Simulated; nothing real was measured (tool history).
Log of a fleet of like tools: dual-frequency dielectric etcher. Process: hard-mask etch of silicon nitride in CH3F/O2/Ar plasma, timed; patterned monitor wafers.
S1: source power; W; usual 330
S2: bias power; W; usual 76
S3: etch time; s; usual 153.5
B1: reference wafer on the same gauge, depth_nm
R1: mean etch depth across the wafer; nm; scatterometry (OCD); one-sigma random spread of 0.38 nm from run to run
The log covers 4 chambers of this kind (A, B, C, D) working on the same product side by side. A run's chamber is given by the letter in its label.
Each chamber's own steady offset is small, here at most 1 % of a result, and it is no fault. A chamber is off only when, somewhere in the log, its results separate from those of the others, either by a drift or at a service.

run	hour	S1	S2	S3	B1	R1
1A	10.3	330	76	153.5	102.02	103.720
2B	22.9	330	76	153.5	102.03	101.400
3D	29.6	330	76	153.5	102.03	101.100
4C	40.6	330	76	153.5	101.98	100.980
5C	47.2	330	76	153.5	101.93	100.970
6A	57.5	330	76	153.5	102.06	102.760
7B	69.9	330	76	153.5	102.01	101.840
# hour 76.3: chamber B: wet clean of the chamber
8D	79.9	330	76	153.5	101.92	101.900
9B	88.1	330	76	153.5	102.00	100.860
# hour 94.3: chamber C: wet clean of the chamber
10D	96.1	330	76	153.5	101.97	102.730
11C	102.6	330	76	153.5	101.98	99.055
12A	110.8	330	76	153.5	101.96	103.240
13A	118.9	330	64	120.5	102.07	76.314
14C	129.8	330	64	120.5	102.01	73.048
# hour 132.5: chamber A: wet clean of the chamber
15D	139.7	330	64	120.5	101.92	75.500
16B	145.5	330	64	120.5	101.91	74.940
17D	155.9	330	76	153.5	101.96	102.000
18B	162.4	330	76	153.5	102.01	101.880
# hour 169.5: chamber B: source power generator calibrated
19C	171.9	330	76	153.5	102.01	98.972
20A	182.6	330	76	153.5	101.96	103.120
21B	190.7	330	76	153.5	102.03	101.150
22A	202.6	330	76	153.5	102.00	103.060
23C	209.3	330	76	153.5	101.98	98.828
24D	221.9	330	76	153.5	101.93	102.210
25A	232.0	330	76	153.5	101.95	103.200
26C	239.6	330	84	117.0	102.02	78.179
27D	250.7	330	84	117.0	102.03	80.693
28B	260.5	330	84	117.0	101.95	80.761
29C	273.4	330	84	117.0	101.99	78.080

Decide between three cases: one chamber stands off from its peers, the gauge reading all wafers drifts, or nothing is wrong past each chamber's small offset. Where a chamber is off, say which and what most likely put it there.

After it was serviced, chamber C no longer matches the other chambers.
What lies behind it: etch rate under this chamber's usual, % = 2.07.

Below are 4 candidate recipes for chamber C's next run, each the usual settings with a change, their results shown as question marks. Which of them brings C's results back in line with what the other chambers give on the usual settings?
Maximum distance from the other chambers' mean on the usual settings for a result to count as in line: R1 1.300 nm
30C-1	282.6	330	74	153.5		?
30C-2	282.6	330	83	153.5		?
30C-3	282.6	330	78	153.5		?
30C-4	282.6	330	76	148.5		?

On the usual settings, the other chambers give on average: R1 102.240 nm
run	R1
30C-1	98.314
30C-2	102.460
30C-3	100.180
30C-4	96.021
30C-2 puts the chamber back in line with the other chambers.
